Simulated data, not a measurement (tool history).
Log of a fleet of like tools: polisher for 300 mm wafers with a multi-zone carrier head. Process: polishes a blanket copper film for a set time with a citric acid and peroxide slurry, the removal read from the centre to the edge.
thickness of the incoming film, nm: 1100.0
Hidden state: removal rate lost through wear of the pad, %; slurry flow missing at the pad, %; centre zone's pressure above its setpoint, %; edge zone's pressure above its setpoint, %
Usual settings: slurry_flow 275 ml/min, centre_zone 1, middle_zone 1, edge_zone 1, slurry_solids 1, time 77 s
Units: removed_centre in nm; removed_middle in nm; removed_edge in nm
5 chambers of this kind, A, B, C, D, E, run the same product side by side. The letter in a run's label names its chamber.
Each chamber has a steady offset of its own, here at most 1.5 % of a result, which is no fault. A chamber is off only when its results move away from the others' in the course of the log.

run   hour  slurry_flow  centre_zone  middle_zone  edge_zone  slurry_solids  time  wafers polished on this pad  hours since the slurry nozzle was cleaned  hours since the centre zone pressure was calibrated  hours since the edge zone pressure was calibrated  removed_centre  removed_middle  removed_edge
 1D    3.9          275            1            1          1              1    77                          145                                      232.4                                                757.4                                              874.5          177.04          179.48         176.5
 2C    8.6          275            1            1          1              1    77                         1106                                      303.5                                               1186.7                                              944.7          178.74          178.97        176.57
 3B   12.7          275            1            1          1              1    77                          260                                      425.6                                                536.9                                             1014.7          179.22          180.06        182.77
 4A   16.8          275            1            1          1              1    77                          622                                      335.5                                                431.7                                              582.6          183.93          181.66        178.51
 5E   21.4          275            1            1          1              1    77                          387                                      323.3                                                707.8                                              685.7          180.47           177.2        177.29
 6D   24.2          275            1            1          1              1    77                          397                                      252.7                                                777.7                                              894.8          177.82          178.65        182.61
 7B   28.4          275            1            1          1              1    77                          455                                      441.3                                                552.6                                             1030.4          177.19          177.68        175.84
 8A   30.8          275            1            1          1              1    77                          796                                      349.5                                                445.7                                              596.6          182.85          179.46        180.07
 9E   35.1          275            1            1          1              1    77                          558                                        337                                                721.5                                              699.4          177.49          178.87        179.68
10C   37.5          275            1            1          1              1    77                         1466                                      332.4                                               1215.6                                              973.6          178.07          176.44        177.44
      38.8  -- chamber D: worn pad replaced by a new one
11A   41.8          275            1            1          1              1    77                          933                                      360.5                                                456.7                                              607.6          177.07          178.79        176.98
      45.1  -- chamber C: worn pad replaced by a new one
12C   45.1          275            1            1          1              1    77                            0                                        340                                               1223.2                                              981.2           178.6           179.7        178.73
13E   47.3          275            1            1          1              1    77                          710                                      349.2                                                733.7                                              711.6          177.57          177.85        178.94
14D   51.5          275            1            1          1              1    77                          159                                        280                                                  805                                              922.1          180.96          179.61        176.19
15B   54.5          275            1            1          1              1    77                          780                                      467.4                                                578.7                                             1056.5          171.07          173.78         171.6
      55.8  -- chamber E: worn pad replaced by a new one
16A   57.2          275            1            1          1           0.75    77                         1125                                      375.9                                                472.1                                                623          169.19          167.66        169.89
17B   59.6          275            1            1          1           0.75    77                          844                                      472.5                                                583.8                                             1061.6          165.43          164.35        163.13
18E   63.9          275            1            1          1           0.75    77                          101                                      365.8                                                750.3                                              728.2           169.4          170.34        165.43
19D   68.7          275            1            1          1           0.75    77                          373                                      297.2                                                822.2                                              939.3          168.41          167.38        168.44
20C   72.8          275            1            1          1           0.75    77                          345                                      367.7                                               1250.9                                             1008.9          167.27          166.55        169.43
      75.4  -- chamber A: worn pad replaced by a new one
21C   77.2          275            1            1          1              1    77                          400                                      372.1                                               1255.3                                             1013.3          176.02          180.54        180.82
      77.4  -- chamber E: slurry nozzle cleaned
22D     80          275            1            1          1              1    77                          514                                      308.5                                                833.5                                              950.6           181.4          181.22        183.81
23E   83.9          275            1            1          1              1    77                          350                                        6.6                                                770.3                                              748.2          178.34          177.99        181.12
      84.8  -- chamber D: worn pad replaced by a new one
24B     88          275            1            1          1              1    77                         1197                                      500.9                                                612.2                                               1090          166.35          168.64        169.39
25A   91.2          275            1            1          1              1    77                          197                                      409.9                                                506.1                                                657          179.78          180.18        177.91
26D     96          275            1            1          1              1    77                          140                                      324.5                                                849.5                                              966.6          182.07          178.55        181.33
27B   98.4          275            1            1          1              1    77                         1327                                      511.3                                                622.6                                             1100.4          166.43          167.99        166.88
28C  100.5          275            1            1          1              1    77                          690                                      395.4                                               1278.6                                             1036.6          174.62          177.57        178.95
29E  103.5          275            1            1          1              1    77                          593                                       26.2                                                789.9                                              767.8          175.91          180.94        179.84
30A  107.4          310         1.09            1          1              1    77                          399                                      426.1                                                522.3                                              673.2          197.92          178.32        182.27
31B  112.2          310         1.09            1          1              1    77                         1498                                      525.1                                                636.4                                             1114.2          183.39          169.93        165.89
32E  114.7          310         1.09            1          1              1    77                          733                                       37.4                                                801.1                                                779          197.52          182.35        183.74
33A  117.1          310         1.09            1          1              1    77                          520                                      435.8                                                  532                                              682.9          203.35          180.05        181.72
34D  121.5          310         1.09            1          1              1    77                          457                                        350                                                  875                                              992.1           199.8          182.21        179.93

Next, every chamber runs the same settings. What will each give?
35A   125          275         0.94            1          1              1    77                                                                                                                                                                                               ?               ?             ?
35B   125          275         0.94            1          1              1    77                                                                                                                                                                                               ?               ?             ?
35C   125          275         0.94            1          1              1    77                                                                                                                                                                                               ?               ?             ?
35D   125          275         0.94            1          1              1    77                                                                                                                                                                                               ?               ?             ?
35E   125          275         0.94            1          1              1    77                                                                                                                                                                                               ?               ?             ?

run  removed_centre  removed_middle  removed_edge
35A          166.81          178.94        177.43
35B          151.15          163.47        162.01
35C          166.62          178.71        181.96
35D          169.23          179.78        182.08
35E          166.67           176.7        180.36

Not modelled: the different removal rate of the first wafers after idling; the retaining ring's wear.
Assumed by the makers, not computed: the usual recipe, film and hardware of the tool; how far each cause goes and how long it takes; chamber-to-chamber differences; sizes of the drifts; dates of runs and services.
